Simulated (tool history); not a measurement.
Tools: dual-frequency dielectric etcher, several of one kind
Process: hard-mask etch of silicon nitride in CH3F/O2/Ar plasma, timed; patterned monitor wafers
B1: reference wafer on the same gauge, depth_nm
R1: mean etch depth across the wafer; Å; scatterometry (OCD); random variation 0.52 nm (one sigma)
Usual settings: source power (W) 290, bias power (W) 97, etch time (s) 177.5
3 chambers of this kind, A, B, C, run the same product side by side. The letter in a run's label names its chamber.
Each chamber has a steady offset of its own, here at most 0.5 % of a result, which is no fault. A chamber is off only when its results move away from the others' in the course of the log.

run 1A hour=8.5 | source_power_(W)=290 bias_power_(W)=97 etch_time_(s)=177.5 | B1=99.883 | R1=1225.8
run 2C hour=14.8 | source_power_(W)=290 bias_power_(W)=97 etch_time_(s)=177.5 | B1=100.05 | R1=1229.9
run 3B hour=24.4 | source_power_(W)=290 bias_power_(W)=97 etch_time_(s)=177.5 | B1=99.957 | R1=1219.3
run 4C hour=31.3 | source_power_(W)=290 bias_power_(W)=97 etch_time_(s)=177.5 | B1=100.06 | R1=1235.6
run 5B hour=40.2 | source_power_(W)=290 bias_power_(W)=97 etch_time_(s)=229 | B1=99.908 | R1=1567.9
run 6A hour=49.3 | source_power_(W)=290 bias_power_(W)=97 etch_time_(s)=229 | B1=99.92 | R1=1583.5
run 7C hour=57.3 | source_power_(W)=290 bias_power_(W)=97 etch_time_(s)=229 | B1=99.934 | R1=1587.6
run 8B hour=65.9 | source_power_(W)=290 bias_power_(W)=97 etch_time_(s)=177.5 | B1=99.977 | R1=1218.5
run 9A hour=75.6 | source_power_(W)=290 bias_power_(W)=97 etch_time_(s)=177.5 | B1=100.02 | R1=1223.3
run 10A hour=80.4 | source_power_(W)=290 bias_power_(W)=97 etch_time_(s)=177.5 | B1=99.961 | R1=1218.7
run 11B hour=89.6 | source_power_(W)=290 bias_power_(W)=97 etch_time_(s)=177.5 | B1=99.984 | R1=1226.1
run 12C hour=96.2 | source_power_(W)=290 bias_power_(W)=97 etch_time_(s)=177.5 | B1=99.936 | R1=1232.2
run 13B hour=100.5 | source_power_(W)=290 bias_power_(W)=97 etch_time_(s)=177.5 | B1=100.02 | R1=1221.7
-- hour=104.6 chamber B: wet clean of the chamber
run 14C hour=107 | source_power_(W)=290 bias_power_(W)=97 etch_time_(s)=177.5 | B1=99.958 | R1=1234.1
run 15A hour=116.2 | source_power_(W)=290 bias_power_(W)=97 etch_time_(s)=177.5 | B1=99.986 | R1=1223.5
run 16A hour=120.6 | source_power_(W)=290 bias_power_(W)=97 etch_time_(s)=177.5 | B1=99.949 | R1=1229.9
run 17C hour=128.3 | source_power_(W)=270 bias_power_(W)=97 etch_time_(s)=126.5 | B1=99.965 | R1=851.12
run 18B hour=135.2 | source_power_(W)=270 bias_power_(W)=97 etch_time_(s)=126.5 | B1=100.08 | R1=846.01
-- hour=136.4 chamber C: wet clean of the chamber
run 19C hour=140.9 | source_power_(W)=270 bias_power_(W)=97 etch_time_(s)=126.5 | B1=100.14 | R1=853.56
run 20A hour=147.6 | source_power_(W)=290 bias_power_(W)=97 etch_time_(s)=177.5 | B1=100.03 | R1=1223.3
run 21B hour=154.2 | source_power_(W)=290 bias_power_(W)=97 etch_time_(s)=177.5 | B1=99.994 | R1=1219.7
run 22C hour=158.8 | source_power_(W)=290 bias_power_(W)=97 etch_time_(s)=177.5 | B1=99.958 | R1=1226.6

What goes on in this fleet: one chamber off, a drifting gauge, or nothing beyond the chambers' own small offsets? Name the chamber and the cause, if any.

No chamber stands off beyond its own small offset, and the gauge holds steady.

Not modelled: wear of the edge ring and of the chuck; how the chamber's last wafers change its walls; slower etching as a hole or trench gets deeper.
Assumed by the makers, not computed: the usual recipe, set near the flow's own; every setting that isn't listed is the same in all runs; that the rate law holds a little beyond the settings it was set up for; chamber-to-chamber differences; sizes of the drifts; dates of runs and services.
